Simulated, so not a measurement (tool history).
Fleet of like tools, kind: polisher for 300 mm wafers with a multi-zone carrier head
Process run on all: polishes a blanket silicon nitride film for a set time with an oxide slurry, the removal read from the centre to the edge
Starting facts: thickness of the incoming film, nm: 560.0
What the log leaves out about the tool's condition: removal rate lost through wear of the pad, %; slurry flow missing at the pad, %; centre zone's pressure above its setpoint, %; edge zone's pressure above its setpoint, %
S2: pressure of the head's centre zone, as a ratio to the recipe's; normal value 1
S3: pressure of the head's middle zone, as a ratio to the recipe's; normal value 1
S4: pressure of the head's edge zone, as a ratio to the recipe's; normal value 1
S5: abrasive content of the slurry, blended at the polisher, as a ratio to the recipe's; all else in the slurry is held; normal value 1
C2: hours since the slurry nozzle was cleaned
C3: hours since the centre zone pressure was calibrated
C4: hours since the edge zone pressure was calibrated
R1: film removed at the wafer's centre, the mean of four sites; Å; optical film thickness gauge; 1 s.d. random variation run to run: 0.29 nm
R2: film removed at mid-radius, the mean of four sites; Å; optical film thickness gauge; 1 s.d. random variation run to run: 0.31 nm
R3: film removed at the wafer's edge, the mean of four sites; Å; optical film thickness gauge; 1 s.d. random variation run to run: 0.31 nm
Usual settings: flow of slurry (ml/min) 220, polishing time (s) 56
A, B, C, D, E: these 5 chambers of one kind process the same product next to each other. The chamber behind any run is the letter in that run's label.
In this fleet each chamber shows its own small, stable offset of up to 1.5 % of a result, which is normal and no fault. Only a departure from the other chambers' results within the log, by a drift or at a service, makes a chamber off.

{"run": "1D", "hour": 11.0, "flow of slurry (ml/min)": 220, "S2": 1, "S3": 1, "S4": 1, "S5": 1, "polishing time (s)": 56, "wafers polished on this pad": 501, "C2": 730, "C3": 263.9, "C4": 41.5, "R1": 250.14, "R2": 255.65, "R3": 251.44}
{"hour": 15.0, "done": "chamber B: worn pad replaced by a new one"}
{"hour": 16.1, "done": "chamber D: slurry nozzle cleaned"}
{"run": "2A", "hour": 19.5, "flow of slurry (ml/min)": 220, "S2": 1, "S3": 1, "S4": 1, "S5": 1, "polishing time (s)": 56, "wafers polished on this pad": 586, "C2": 42.2, "C3": 59.1, "C4": 367.5, "R1": 252.23, "R2": 250.03, "R3": 254.38}
{"run": "3E", "hour": 30.5, "flow of slurry (ml/min)": 220, "S2": 1, "S3": 1, "S4": 1, "S5": 1, "polishing time (s)": 56, "wafers polished on this pad": 786, "C2": 360.9, "C3": 74.3, "C4": 245.1, "R1": 251.12, "R2": 248.2, "R3": 252.47}
{"run": "4C", "hour": 42.4, "flow of slurry (ml/min)": 220, "S2": 1, "S3": 1, "S4": 1, "S5": 1, "polishing time (s)": 56, "wafers polished on this pad": 962, "C2": 392, "C3": 477.8, "C4": 826.2, "R1": 245.65, "R2": 248.71, "R3": 253.95}
{"hour": 47.9, "done": "chamber D: worn pad replaced by a new one"}
{"hour": 49.9, "done": "chamber C: worn pad replaced by a new one"}
{"run": "5B", "hour": 50.5, "flow of slurry (ml/min)": 220, "S2": 1, "S3": 1, "S4": 1, "S5": 1, "polishing time (s)": 56, "wafers polished on this pad": 507, "C2": 137.7, "C3": 325.5, "C4": 564, "R1": 255.19, "R2": 251.41, "R3": 248.04}
{"hour": 59.6, "done": "chamber A: worn pad replaced by a new one"}
{"run": "6A", "hour": 60.6, "flow of slurry (ml/min)": 220, "S2": 1, "S3": 1, "S4": 1, "S5": 1, "polishing time (s)": 56, "wafers polished on this pad": 14, "C2": 83.3, "C3": 100.2, "C4": 408.6, "R1": 251.69, "R2": 254.63, "R3": 242.72}
{"hour": 62.9, "done": "chamber C: edge zone pressure recalibrated"}
{"run": "7D", "hour": 66.5, "flow of slurry (ml/min)": 220, "S2": 1, "S3": 1, "S4": 1, "S5": 1, "polishing time (s)": 56, "wafers polished on this pad": 265, "C2": 50.4, "C3": 319.4, "C4": 97, "R1": 251.89, "R2": 259.7, "R3": 258.57}
{"hour": 68.5, "done": "chamber E: worn pad replaced by a new one"}
{"run": "8E", "hour": 76.1, "flow of slurry (ml/min)": 220, "S2": 1, "S3": 1, "S4": 1.05, "S5": 1, "polishing time (s)": 65, "wafers polished on this pad": 108, "C2": 406.5, "C3": 119.9, "C4": 290.7, "R1": 295.19, "R2": 290.43, "R3": 298.15}
{"run": "9B", "hour": 85.2, "flow of slurry (ml/min)": 220, "S2": 1, "S3": 1, "S4": 1.05, "S5": 1, "polishing time (s)": 65, "wafers polished on this pad": 1003, "C2": 172.4, "C3": 360.2, "C4": 598.7, "R1": 284.11, "R2": 293.51, "R3": 290.63}
{"hour": 89.1, "done": "chamber B: edge zone pressure recalibrated"}
{"hour": 94.8, "done": "chamber B: worn pad replaced by a new one"}
{"run": "10C", "hour": 95.4, "flow of slurry (ml/min)": 220, "S2": 1, "S3": 1, "S4": 1.05, "S5": 1, "polishing time (s)": 65, "wafers polished on this pad": 650, "C2": 445, "C3": 530.8, "C4": 32.5, "R1": 284.7, "R2": 293.04, "R3": 302.41}
{"run": "11B", "hour": 101.7, "flow of slurry (ml/min)": 220, "S2": 1, "S3": 1, "S4": 1.05, "S5": 1, "polishing time (s)": 65, "wafers polished on this pad": 99, "C2": 188.9, "C3": 376.7, "C4": 12.7, "R1": 298.15, "R2": 295.81, "R3": 297.52}
{"run": "12D", "hour": 113.0, "flow of slurry (ml/min)": 220, "S2": 1, "S3": 1, "S4": 1.05, "S5": 1, "polishing time (s)": 65, "wafers polished on this pad": 930, "C2": 96.9, "C3": 365.9, "C4": 143.5, "R1": 289.76, "R2": 292.26, "R3": 306.23}
{"hour": 122.0, "done": "chamber C: worn pad replaced by a new one"}
{"run": "13C", "hour": 124.6, "flow of slurry (ml/min)": 220, "S2": 1, "S3": 1, "S4": 1, "S5": 1, "polishing time (s)": 56, "wafers polished on this pad": 38, "C2": 474.2, "C3": 560, "C4": 61.7, "R1": 251.02, "R2": 252.45, "R3": 257.07}
{"hour": 126.5, "done": "chamber D: worn pad replaced by a new one"}
{"run": "14A", "hour": 135.6, "flow of slurry (ml/min)": 220, "S2": 1, "S3": 1, "S4": 1, "S5": 1, "polishing time (s)": 56, "wafers polished on this pad": 1085, "C2": 158.3, "C3": 175.2, "C4": 483.6, "R1": 253.39, "R2": 252.69, "R3": 251.46}
{"hour": 141.0, "done": "chamber E: edge zone pressure recalibrated"}
{"run": "15E", "hour": 146.4, "flow of slurry (ml/min)": 220, "S2": 1, "S3": 1, "S4": 1, "S5": 1, "polishing time (s)": 56, "wafers polished on this pad": 1113, "C2": 476.8, "C3": 190.2, "C4": 5.4, "R1": 254.88, "R2": 245.44, "R3": 250.01}
{"hour": 148.1, "done": "chamber E: worn pad replaced by a new one"}
{"run": "16A", "hour": 154.1, "flow of slurry (ml/min)": 220, "S2": 1, "S3": 1, "S4": 1, "S5": 1, "polishing time (s)": 56, "wafers polished on this pad": 1350, "C2": 176.8, "C3": 193.7, "C4": 502.1, "R1": 251.31, "R2": 252.29, "R3": 248.76}
{"hour": 154.7, "done": "chamber C: slurry nozzle cleaned"}
{"hour": 156.6, "done": "chamber A: worn pad replaced by a new one"}
{"hour": 162.1, "done": "chamber B: worn pad replaced by a new one"}
{"run": "17B", "hour": 163.0, "flow of slurry (ml/min)": 220, "S2": 1, "S3": 1, "S4": 1, "S5": 1, "polishing time (s)": 56, "wafers polished on this pad": 13, "C2": 250.2, "C3": 438, "C4": 74, "R1": 251.55, "R2": 252.79, "R3": 242.66}
{"run": "18D", "hour": 173.9, "flow of slurry (ml/min)": 220, "S2": 1, "S3": 1, "S4": 1, "S5": 1, "polishing time (s)": 56, "wafers polished on this pad": 678, "C2": 157.8, "C3": 426.8, "C4": 204.4, "R1": 250.55, "R2": 252.35, "R3": 249.7}
{"hour": 176.3, "done": "chamber C: centre zone pressure recalibrated"}
{"run": "19E", "hour": 180.8, "flow of slurry (ml/min)": 220, "S2": 1, "S3": 1, "S4": 1, "S5": 1, "polishing time (s)": 56, "wafers polished on this pad": 468, "C2": 511.2, "C3": 224.6, "C4": 39.8, "R1": 250.34, "R2": 250.71, "R3": 249.5}
{"run": "20C", "hour": 188.2, "flow of slurry (ml/min)": 220, "S2": 1, "S3": 1, "S4": 1, "S5": 1, "polishing time (s)": 56, "wafers polished on this pad": 947, "C2": 33.6, "C3": 12, "C4": 125.3, "R1": 248.23, "R2": 253.73, "R3": 246.3}
{"run": "21A", "hour": 197.4, "flow of slurry (ml/min)": 220, "S2": 1, "S3": 1, "S4": 1, "S5": 1, "polishing time (s)": 56, "wafers polished on this pad": 583, "C2": 220.1, "C3": 237, "C4": 545.4, "R1": 252.11, "R2": 255.36, "R3": 252.83}
{"hour": 198.5, "done": "chamber D: worn pad replaced by a new one"}
{"run": "22B", "hour": 204.7, "flow of slurry (ml/min)": 290, "S2": 1, "S3": 1, "S4": 1, "S5": 1, "polishing time (s)": 44, "wafers polished on this pad": 608, "C2": 291.9, "C3": 479.7, "C4": 115.7, "R1": 206.91, "R2": 198.82, "R3": 198.81}
{"run": "23E", "hour": 210.9, "flow of slurry (ml/min)": 290, "S2": 1, "S3": 1, "S4": 1, "S5": 1, "polishing time (s)": 44, "wafers polished on this pad": 898, "C2": 541.3, "C3": 254.7, "C4": 69.9, "R1": 205.76, "R2": 201.73, "R3": 202.34}
{"hour": 212.3, "done": "chamber C: worn pad replaced by a new one"}
{"run": "24D", "hour": 218.6, "flow of slurry (ml/min)": 290, "S2": 1, "S3": 1, "S4": 1, "S5": 1, "polishing time (s)": 44, "wafers polished on this pad": 287, "C2": 202.5, "C3": 471.5, "C4": 249.1, "R1": 206.23, "R2": 205.16, "R3": 204.58}
{"run": "25C", "hour": 226.5, "flow of slurry (ml/min)": 290, "S2": 1, "S3": 1, "S4": 1, "S5": 1, "polishing time (s)": 44, "wafers polished on this pad": 203, "C2": 71.9, "C3": 50.3, "C4": 163.6, "R1": 198.21, "R2": 204.49, "R3": 201.84}
{"hour": 232.3, "done": "chamber B: worn pad replaced by a new one"}
{"run": "26B", "hour": 232.6, "flow of slurry (ml/min)": 290, "S2": 1, "S3": 1, "S4": 1, "S5": 1, "polishing time (s)": 44, "wafers polished on this pad": 4, "C2": 319.8, "C3": 507.6, "C4": 143.6, "R1": 204.68, "R2": 202.12, "R3": 200.49}
{"hour": 237.3, "done": "chamber A: worn pad replaced by a new one"}
{"hour": 244.4, "done": "chamber E: worn pad replaced by a new one"}
{"run": "27E", "hour": 244.6, "flow of slurry (ml/min)": 220, "S2": 1, "S3": 1, "S4": 1, "S5": 1, "polishing time (s)": 56, "wafers polished on this pad": 3, "C2": 575, "C3": 288.4, "C4": 103.6, "R1": 250.55, "R2": 250.22, "R3": 251.96}
{"run": "28C", "hour": 256.3, "flow of slurry (ml/min)": 220, "S2": 1, "S3": 1, "S4": 1, "S5": 1, "polishing time (s)": 56, "wafers polished on this pad": 628, "C2": 101.7, "C3": 80.1, "C4": 193.4, "R1": 245.32, "R2": 252.74, "R3": 253.63}
{"hour": 261.5, "done": "chamber D: worn pad replaced by a new one"}
{"run": "29D", "hour": 266.8, "flow of slurry (ml/min)": 220, "S2": 1, "S3": 1, "S4": 1, "S5": 1, "polishing time (s)": 56, "wafers polished on this pad": 75, "C2": 250.7, "C3": 519.7, "C4": 297.3, "R1": 247.26, "R2": 253.3, "R3": 255.29}
{"hour": 275.7, "done": "chamber A: edge zone pressure recalibrated"}
{"run": "30A", "hour": 277.0, "flow of slurry (ml/min)": 220, "S2": 1, "S3": 1, "S4": 1, "S5": 1, "polishing time (s)": 56, "wafers polished on this pad": 568, "C2": 299.7, "C3": 316.6, "C4": 1.3, "R1": 256.13, "R2": 247.54, "R3": 256.72}
{"run": "31B", "hour": 284.7, "flow of slurry (ml/min)": 220, "S2": 1, "S3": 1, "S4": 1, "S5": 1, "polishing time (s)": 56, "wafers polished on this pad": 749, "C2": 371.9, "C3": 559.7, "C4": 195.7, "R1": 248.29, "R2": 253.14, "R3": 251.55}
{"hour": 289.8, "done": "chamber C: worn pad replaced by a new one"}
{"run": "32E", "hour": 293.2, "flow of slurry (ml/min)": 220, "S2": 1, "S3": 1, "S4": 1, "S5": 1, "polishing time (s)": 56, "wafers polished on this pad": 697, "C2": 623.6, "C3": 337, "C4": 152.2, "R1": 254.43, "R2": 252.75, "R3": 252.62}
{"hour": 297.6, "done": "chamber A: slurry nozzle cleaned"}
{"run": "33C", "hour": 300.0, "flow of slurry (ml/min)": 220, "S2": 1, "S3": 1, "S4": 1, "S5": 1, "polishing time (s)": 43, "wafers polished on this pad": 147, "C2": 145.4, "C3": 123.8, "C4": 237.1, "R1": 190.27, "R2": 198.36, "R3": 191.92}
{"hour": 300.2, "done": "chamber B: worn pad replaced by a new one"}
{"run": "34D", "hour": 308.0, "flow of slurry (ml/min)": 220, "S2": 1, "S3": 1, "S4": 1, "S5": 1, "polishing time (s)": 43, "wafers polished on this pad": 664, "C2": 291.9, "C3": 560.9, "C4": 338.5, "R1": 192.9, "R2": 197.73, "R3": 197.33}
{"run": "35A", "hour": 318.6, "flow of slurry (ml/min)": 220, "S2": 1, "S3": 1, "S4": 1, "S5": 1, "polishing time (s)": 43, "wafers polished on this pad": 1162, "C2": 21, "C3": 358.2, "C4": 42.9, "R1": 190.9, "R2": 195.26, "R3": 192.1}
{"hour": 321.5, "done": "chamber A: worn pad replaced by a new one"}
{"hour": 325.3, "done": "chamber B: centre zone pressure recalibrated"}
{"run": "36D", "hour": 328.6, "flow of slurry (ml/min)": 220, "S2": 1, "S3": 1, "S4": 1, "S5": 1, "polishing time (s)": 43, "wafers polished on this pad": 958, "C2": 312.5, "C3": 581.5, "C4": 359.1, "R1": 192.87, "R2": 192.16, "R3": 193.97}
{"run": "37C", "hour": 334.2, "flow of slurry (ml/min)": 220, "S2": 1, "S3": 1, "S4": 1, "S5": 1, "polishing time (s)": 43, "wafers polished on this pad": 635, "C2": 179.6, "C3": 158, "C4": 271.3, "R1": 193.36, "R2": 194.48, "R3": 192.79}
{"run": "38B", "hour": 341.4, "flow of slurry (ml/min)": 220, "S2": 1, "S3": 1, "S4": 1, "S5": 1, "polishing time (s)": 56, "wafers polished on this pad": 589, "C2": 428.6, "C3": 16.1, "C4": 252.4, "R1": 255.72, "R2": 247.88, "R3": 245.6}
{"hour": 347.6, "done": "chamber E: worn pad replaced by a new one"}
{"run": "39E", "hour": 348.5, "flow of slurry (ml/min)": 220, "S2": 1, "S3": 1, "S4": 1, "S5": 1, "polishing time (s)": 56, "wafers polished on this pad": 13, "C2": 678.9, "C3": 392.3, "C4": 207.5, "R1": 253.98, "R2": 248.74, "R3": 246.31}
{"run": "40A", "hour": 360.3, "flow of slurry (ml/min)": 220, "S2": 1, "S3": 1, "S4": 1, "S5": 1, "polishing time (s)": 56, "wafers polished on this pad": 555, "C2": 62.7, "C3": 399.9, "C4": 84.6, "R1": 253.17, "R2": 257.24, "R3": 249.21}

All chambers now run identical settings, listed one chamber a line with results as question marks. What results will each chamber show?
{"run": "41A", "hour": 369.0, "flow of slurry (ml/min)": 170, "S2": 1, "S3": 1, "S4": 1, "S5": 1, "polishing time (s)": 56, "R1": "?", "R2": "?", "R3": "?"}
{"run": "41B", "hour": 369.0, "flow of slurry (ml/min)": 170, "S2": 1, "S3": 1, "S4": 1, "S5": 1, "polishing time (s)": 56, "R1": "?", "R2": "?", "R3": "?"}
{"run": "41C", "hour": 369.0, "flow of slurry (ml/min)": 170, "S2": 1, "S3": 1, "S4": 1, "S5": 1, "polishing time (s)": 56, "R1": "?", "R2": "?", "R3": "?"}
{"run": "41D", "hour": 369.0, "flow of slurry (ml/min)": 170, "S2": 1, "S3": 1, "S4": 1, "S5": 1, "polishing time (s)": 56, "R1": "?", "R2": "?", "R3": "?"}
{"run": "41E", "hour": 369.0, "flow of slurry (ml/min)": 170, "S2": 1, "S3": 1, "S4": 1, "S5": 1, "polishing time (s)": 56, "R1": "?", "R2": "?", "R3": "?"}

run=41A R1=238.29 R2=242.55 R3=244.36
run=41B R1=239.06 R2=243.36 R3=240.23
run=41C R1=231.24 R2=238.67 R3=242.88
run=41D R1=239.58 R2=241.85 R3=248.94
run=41E R1=240.76 R2=241.09 R3=247.76
